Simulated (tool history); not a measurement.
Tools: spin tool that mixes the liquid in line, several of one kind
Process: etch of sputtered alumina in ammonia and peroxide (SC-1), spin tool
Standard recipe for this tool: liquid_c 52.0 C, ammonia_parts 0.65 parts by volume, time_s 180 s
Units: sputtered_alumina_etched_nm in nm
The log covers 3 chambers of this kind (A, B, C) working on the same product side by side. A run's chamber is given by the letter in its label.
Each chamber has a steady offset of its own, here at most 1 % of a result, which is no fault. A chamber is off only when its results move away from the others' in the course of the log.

run   hour  liquid_c  ammonia_parts  time_s  hours since the thermometer was replaced  hours since the ammonia flow meter was replaced  hours since the heated supply line was repaired  hours since the drum of ammonia solution was connected  read-back film thickness of the sputtered alumina reference wafer, read on the same gauge (nm)  sputtered_alumina_etched_nm
 1C    7.6      52.0           0.65     180                                     464.9                                            907.4                                            393.5                                                   192.3                                                                                          150.02                      16.3400
 2A   17.7      52.0           0.65     180                                    1319.6                                            232.3                                           1357.7                                                   130.1                                                                                          150.00                      16.1330
 3B   26.9      52.0           0.65     180                                    1024.5                                            598.4                                            949.1                                                   619.2                                                                                          149.99                      16.1070
 4B   35.0      52.0           0.65     180                                    1032.6                                            606.5                                            957.2                                                   627.3                                                                                          149.96                      16.2000
 5C   44.5      52.0           0.65     180                                     501.8                                            944.3                                            430.4                                                   229.2                                                                                          150.03                      16.6740
 6A   55.1      52.0           0.65     180                                    1357.0                                            269.7                                           1395.1                                                   167.5                                                                                          149.98                      15.9390
 7B   64.0      52.0           0.65     180                                    1061.6                                            635.5                                            986.2                                                   656.3                                                                                          150.01                      16.3620
      71.7  -- chamber A: new drum of ammonia solution connected
 8A   73.9      52.0           0.65     180                                    1375.8                                            288.5                                           1413.9                                                     2.3                                                                                          150.01                      16.0860
      74.1  -- chamber C: ammonia flow meter replaced
 9C   81.7      52.0           0.65     180                                     539.0                                              7.6                                            467.6                                                   266.4                                                                                          149.99                      16.2150
10C   88.0      52.0           0.65     180                                     545.3                                             13.9                                            473.9                                                   272.7                                                                                          150.01                      16.2550
11A   98.3      52.0           0.65     180                                    1400.2                                            312.9                                           1438.3                                                    26.7                                                                                          149.97                      16.0830
12B  105.0      52.0           0.65     180                                    1102.6                                            676.5                                           1027.2                                                   697.3                                                                                          150.02                      16.2290
13B  110.5      52.0           0.65     180                                    1108.1                                            682.0                                           1032.7                                                   702.8                                                                                          149.95                      16.2300
14A  120.1      52.0           0.65     180                                    1422.0                                            334.7                                           1460.1                                                    48.5                                                                                          149.96                      16.2550
15C  131.6      52.0           0.65     180                                     588.9                                             57.5                                            517.5                                                   316.3                                                                                          149.98                      16.3770
16B  137.7      52.0           0.65     180                                    1135.3                                            709.2                                           1059.9                                                   730.0                                                                                          150.03                      16.6230
17A  146.4      52.0           0.65     180                                    1448.3                                            361.0                                           1486.4                                                    74.8                                                                                          150.01                      16.6180
18C  154.3      52.0           0.65     180                                     611.6                                             80.2                                            540.2                                                   339.0                                                                                          150.01                      15.9850
19C  163.9      52.0           0.65     180                                     621.2                                             89.8                                            549.8                                                   348.6                                                                                          150.02                      16.3960
20A  170.7      52.0           0.65     180                                    1472.6                                            385.3                                           1510.7                                                    99.1                                                                                          150.01                      16.2850
21B  177.0      52.0           0.65     180                                    1174.6                                            748.5                                           1099.2                                                   769.3                                                                                          149.98                      16.1200
22B  184.3      52.0           0.65     180                                    1181.9                                            755.8                                           1106.5                                                   776.6                                                                                          150.00                      16.2550
23A  192.8      52.0           0.65     180                                    1494.7                                            407.4                                           1532.8                                                   121.2                                                                                          150.00                      16.4240
     196.3  -- chamber B: ammonia flow meter replaced
24C  198.7      52.0           0.65     180                                     656.0                                            124.6                                            584.6                                                   383.4                                                                                          149.97                      16.5400
25C  209.6      52.0           0.40     115                                     666.9                                            135.5                                            595.5                                                   394.3                                                                                          149.99                       9.9297
26A  217.9      52.0           0.40     115                                    1519.8                                            432.5                                           1557.9                                                   146.3                                                                                          150.00                       9.8853
27B  226.1      52.0           0.40     115                                    1223.7                                             29.8                                           1148.3                                                   818.4                                                                                          150.03                       9.6781
28C  232.1      52.0           0.65     180                                     689.4                                            158.0                                            618.0                                                   416.8                                                                                          149.98                      16.6160
     232.4  -- chamber B: new drum of ammonia solution connected
29A  238.0      52.0           0.65     180                                    1539.9                                            452.6                                           1578.0                                                   166.4                                                                                          150.01                      16.1780
30B  243.6      52.0           0.65     180                                    1241.2                                             47.3                                           1165.8                                                    11.3                                                                                          150.00                      15.8070
31A  255.1      52.0           0.65     180                                    1557.0                                            469.7                                           1595.1                                                   183.5                                                                                          149.99                      16.0160
     262.2  -- chamber A: new drum of ammonia solution connected
32C  262.9      52.0           0.65     180                                     720.2                                            188.8                                            648.8                                                   447.6                                                                                          150.02                      16.3980
33B  274.1      52.0           0.65     180                                    1271.7                                             77.8                                           1196.3                                                    41.8                                                                                          149.99                      15.6050
34B  284.6      52.0           0.90      85                                    1282.2                                             88.3                                           1206.8                                                    52.3                                                                                          149.99                       7.6934
35C  292.0      52.0           0.90      85                                     749.3                                            217.9                                            677.9                                                   476.7                                                                                          150.00                       8.0705
36A  302.3      52.0           0.90      85                                    1604.2                                            516.9                                           1642.3                                                    40.1                                                                                          150.00                       7.8986
37B  308.3      52.0           0.65     180                                    1305.9                                            112.0                                           1230.5                                                    76.0                                                                                          150.02                      15.5170
38C  313.7      52.0           0.65     180                                     771.0                                            239.6                                            699.6                                                   498.4                                                                                          149.94                      16.3100
39A  318.9      52.0           0.65     180                                    1620.8                                            533.5                                           1658.9                                                    56.7                                                                                          150.01                      16.3380
40B  327.5      52.0           0.65     180                                    1325.1                                            131.2                                           1249.7                                                    95.2                                                                                          150.02                      15.7580
41C  332.6      52.0           0.65     180                                     789.9                                            258.5                                            718.5                                                   517.3                                                                                          150.02                      16.1740
42A  338.3      52.0           0.65     180                                    1640.2                                            552.9                                           1678.3                                                    76.1                                                                                          149.99                      16.1890
43C  346.9      52.0           0.65     180                                     804.2                                            272.8                                            732.8                                                   531.6                                                                                          149.99                      16.4590

The same settings go to every chamber for the next run, one line per chamber below. Forecast the results for each:
44A  355.1      42.5           0.65     180                                                                                                                                                                                                                                                                                                                                ?
44B  355.1      42.5           0.65     180                                                                                                                                                                                                                                                                                                                                ?
44C  355.1      42.5           0.65     180                                                                                                                                                                                                                                                                                                                                ?

run  sputtered_alumina_etched_nm
44A                       9.4612
44B                       8.9270
44C                       9.8162
